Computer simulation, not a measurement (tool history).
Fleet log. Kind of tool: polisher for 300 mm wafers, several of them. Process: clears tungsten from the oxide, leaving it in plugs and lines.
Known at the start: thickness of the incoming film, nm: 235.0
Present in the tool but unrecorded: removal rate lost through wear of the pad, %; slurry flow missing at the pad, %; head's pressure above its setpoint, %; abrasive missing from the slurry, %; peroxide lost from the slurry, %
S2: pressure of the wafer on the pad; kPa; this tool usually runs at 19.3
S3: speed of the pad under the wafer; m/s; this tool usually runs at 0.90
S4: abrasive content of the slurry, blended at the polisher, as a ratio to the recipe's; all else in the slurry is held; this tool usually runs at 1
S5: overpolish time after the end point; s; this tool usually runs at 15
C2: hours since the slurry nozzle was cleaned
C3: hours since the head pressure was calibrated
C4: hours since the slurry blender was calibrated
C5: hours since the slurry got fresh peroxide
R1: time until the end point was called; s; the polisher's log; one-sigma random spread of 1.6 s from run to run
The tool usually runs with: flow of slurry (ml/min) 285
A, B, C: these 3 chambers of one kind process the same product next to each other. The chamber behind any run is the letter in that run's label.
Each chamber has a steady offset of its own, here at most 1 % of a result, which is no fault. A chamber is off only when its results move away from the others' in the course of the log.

Run 1A, hour 2.1: usual settings; wafers polished on this pad 928; C2 362.1; C3 182.7; C4 38.0; C5 70.3. Result: R1 93.199 s.
Run 2B, hour 4.5: usual settings; wafers polished on this pad 959; C2 67.5; C3 333.5; C4 80.3; C5 8.2. Result: R1 90.615 s.
Run 3C, hour 8.7: usual settings; wafers polished on this pad 898; C2 214.2; C3 1282.3; C4 173.7; C5 84.2. Result: R1 91.408 s.
Run 4A, hour 11.2: usual settings; wafers polished on this pad 1017; C2 371.2; C3 191.8; C4 47.1; C5 79.4. Result: R1 89.777 s.
Run 5C, hour 14.2: usual settings but S2 24.1 kPa; wafers polished on this pad 952; C2 219.7; C3 1287.8; C4 179.2; C5 89.7. Result: R1 75.247 s.
Run 6B, hour 16.6: usual settings but S2 24.1 kPa; wafers polished on this pad 1077; C2 79.6; C3 345.6; C4 92.4; C5 20.3. Result: R1 76.027 s.
Run 7B, hour 20.5: usual settings but S2 24.1 kPa; wafers polished on this pad 1114; C2 83.5; C3 349.5; C4 96.3; C5 24.2. Result: R1 74.089 s.
Run 8A, hour 23.8: usual settings; wafers polished on this pad 1139; C2 383.8; C3 204.4; C4 59.7; C5 92.0. Result: R1 91.717 s.
Run 9C, hour 26.6: usual settings; wafers polished on this pad 1072; C2 232.1; C3 1300.2; C4 191.6; C5 102.1. Result: R1 93.554 s.
At hour 27.4: chamber A: slurry tank refilled with fresh slurry and peroxide.
At hour 27.5: chamber B: worn pad replaced by a new one.
Run 10B, hour 30.8: usual settings but S3 1.16 m/s; wafers polished on this pad 32; C2 93.8; C3 359.8; C4 106.6; C5 34.5. Result: R1 71.855 s.
Run 11A, hour 34.3: usual settings but S3 1.16 m/s; wafers polished on this pad 1241; C2 394.3; C3 214.9; C4 70.2; C5 7.0. Result: R1 72.150 s.
At hour 35.9: chamber A: worn pad replaced by a new one.
Run 12C, hour 38.2: usual settings but S3 1.16 m/s; wafers polished on this pad 1184; C2 243.7; C3 1311.8; C4 203.2; C5 113.7. Result: R1 71.348 s.
Run 13A, hour 41.4: usual settings but S3 0.66 m/s; wafers polished on this pad 54; C2 401.4; C3 222.0; C4 77.3; C5 14.1. Result: R1 125.410 s.
At hour 44.0: chamber B: head pressure recalibrated.
At hour 44.1: chamber C: worn pad replaced by a new one.
Run 14C, hour 45.0: usual settings but S3 0.66 m/s; wafers polished on this pad 8; C2 250.5; C3 1318.6; C4 210.0; C5 120.5. Result: R1 120.260 s.
Run 15B, hour 48.0: usual settings but S3 0.66 m/s; wafers polished on this pad 199; C2 111.0; C3 4.1; C4 123.8; C5 51.7. Result: R1 125.400 s.
Run 16B, hour 52.1: usual settings but S3 1.18 m/s; wafers polished on this pad 239; C2 115.1; C3 8.2; C4 127.9; C5 55.8. Result: R1 70.818 s.
Run 17C, hour 54.8: usual settings but S3 1.18 m/s; wafers polished on this pad 103; C2 260.3; C3 1328.4; C4 219.8; C5 130.3. Result: R1 70.764 s.
Run 18A, hour 58.8: usual settings but S3 1.18 m/s; wafers polished on this pad 223; C2 418.8; C3 239.4; C4 94.7; C5 31.5. Result: R1 69.908 s.
At hour 59.2: chamber C: head pressure recalibrated.
Run 19A, hour 63.1: usual settings; wafers polished on this pad 264; C2 423.1; C3 243.7; C4 99.0; C5 35.8. Result: R1 89.186 s.
Run 20C, hour 65.8: usual settings; wafers polished on this pad 210; C2 271.3; C3 6.7; C4 230.8; C5 141.3. Result: R1 93.620 s.
Run 21B, hour 69.2: usual settings; wafers polished on this pad 404; C2 132.2; C3 25.3; C4 145.0; C5 72.9. Result: R1 90.640 s.
Run 22A, hour 71.6: usual settings; wafers polished on this pad 347; C2 431.6; C3 252.2; C4 107.5; C5 44.3. Result: R1 93.023 s.
Run 23C, hour 75.6: usual settings; wafers polished on this pad 305; C2 281.1; C3 16.5; C4 240.6; C5 151.1. Result: R1 91.818 s.
Run 24B, hour 78.1: usual settings; wafers polished on this pad 491; C2 141.1; C3 34.2; C4 153.9; C5 81.8. Result: R1 91.514 s.
Run 25B, hour 82.4: usual settings; wafers polished on this pad 533; C2 145.4; C3 38.5; C4 158.2; C5 86.1. Result: R1 88.427 s.
Run 26C, hour 86.0: usual settings; wafers polished on this pad 406; C2 291.5; C3 26.9; C4 251.0; C5 161.5. Result: R1 90.256 s.
Run 27A, hour 88.2: usual settings; wafers polished on this pad 508; C2 448.2; C3 268.8; C4 124.1; C5 60.9. Result: R1 88.119 s.
Run 28C, hour 91.8: usual settings; wafers polished on this pad 462; C2 297.3; C3 32.7; C4 256.8; C5 167.3. Result: R1 92.730 s.
Run 29B, hour 95.8: usual settings; wafers polished on this pad 663; C2 158.8; C3 51.9; C4 171.6; C5 99.5. Result: R1 90.894 s.
Run 30A, hour 98.6: usual settings but S3 0.60 m/s; wafers polished on this pad 609; C2 458.6; C3 279.2; C4 134.5; C5 71.3. Result: R1 138.900 s.
At hour 99.4: chamber C: slurry blender recalibrated.
Run 31A, hour 103.0: usual settings but S3 0.60 m/s; wafers polished on this pad 651; C2 463.0; C3 283.6; C4 138.9; C5 75.7. Result: R1 140.500 s.
At hour 105.9: chamber C: slurry tank refilled with fresh slurry and peroxide.
Run 32B, hour 106.1: usual settings but S3 0.60 m/s; wafers polished on this pad 762; C2 169.1; C3 62.2; C4 181.9; C5 109.8. Result: R1 139.130 s.
Run 33C, hour 108.2: usual settings; wafers polished on this pad 622; C2 313.7; C3 49.1; C4 8.8; C5 2.3. Result: R1 91.863 s.
At hour 111.2: chamber A: slurry tank refilled with fresh slurry and peroxide.
Run 34C, hour 112.5: usual settings; wafers polished on this pad 663; C2 318.0; C3 53.4; C4 13.1; C5 6.6. Result: R1 93.622 s.
Run 35B, hour 115.6: usual settings but S3 0.68 m/s, S5 6 s; wafers polished on this pad 855; C2 178.6; C3 71.7; C4 191.4; C5 119.3. Result: R1 125.880 s.
Run 36A, hour 117.5: usual settings but S3 0.68 m/s, S5 6 s; wafers polished on this pad 792; C2 477.5; C3 298.1; C4 153.4; C5 6.3. Result: R1 118.980 s.
Run 37A, hour 119.8: usual settings but S3 0.68 m/s, S5 6 s; wafers polished on this pad 814; C2 479.8; C3 300.4; C4 155.7; C5 8.6. Result: R1 122.330 s.
Run 38C, hour 121.9: usual settings; wafers polished on this pad 754; C2 327.4; C3 62.8; C4 22.5; C5 16.0. Result: R1 88.586 s.
Run 39B, hour 125.1: usual settings; wafers polished on this pad 947; C2 188.1; C3 81.2; C4 200.9; C5 128.8. Result: R1 92.996 s.
Run 40A, hour 128.9: usual settings; wafers polished on this pad 903; C2 488.9; C3 309.5; C4 164.8; C5 17.7. Result: R1 89.362 s.
At hour 129.3: chamber B: worn pad replaced by a new one.
Run 41B, hour 132.2: usual settings; wafers polished on this pad 28; C2 195.2; C3 88.3; C4 208.0; C5 135.9. Result: R1 91.156 s.

Is one chamber out of step, is the gauge drifting, or do the chambers differ by no more than their own small offsets? For an off chamber, give its letter and the likeliest cause.

Beyond each chamber's small constant offset nothing stands out, and the gauge stays steady.
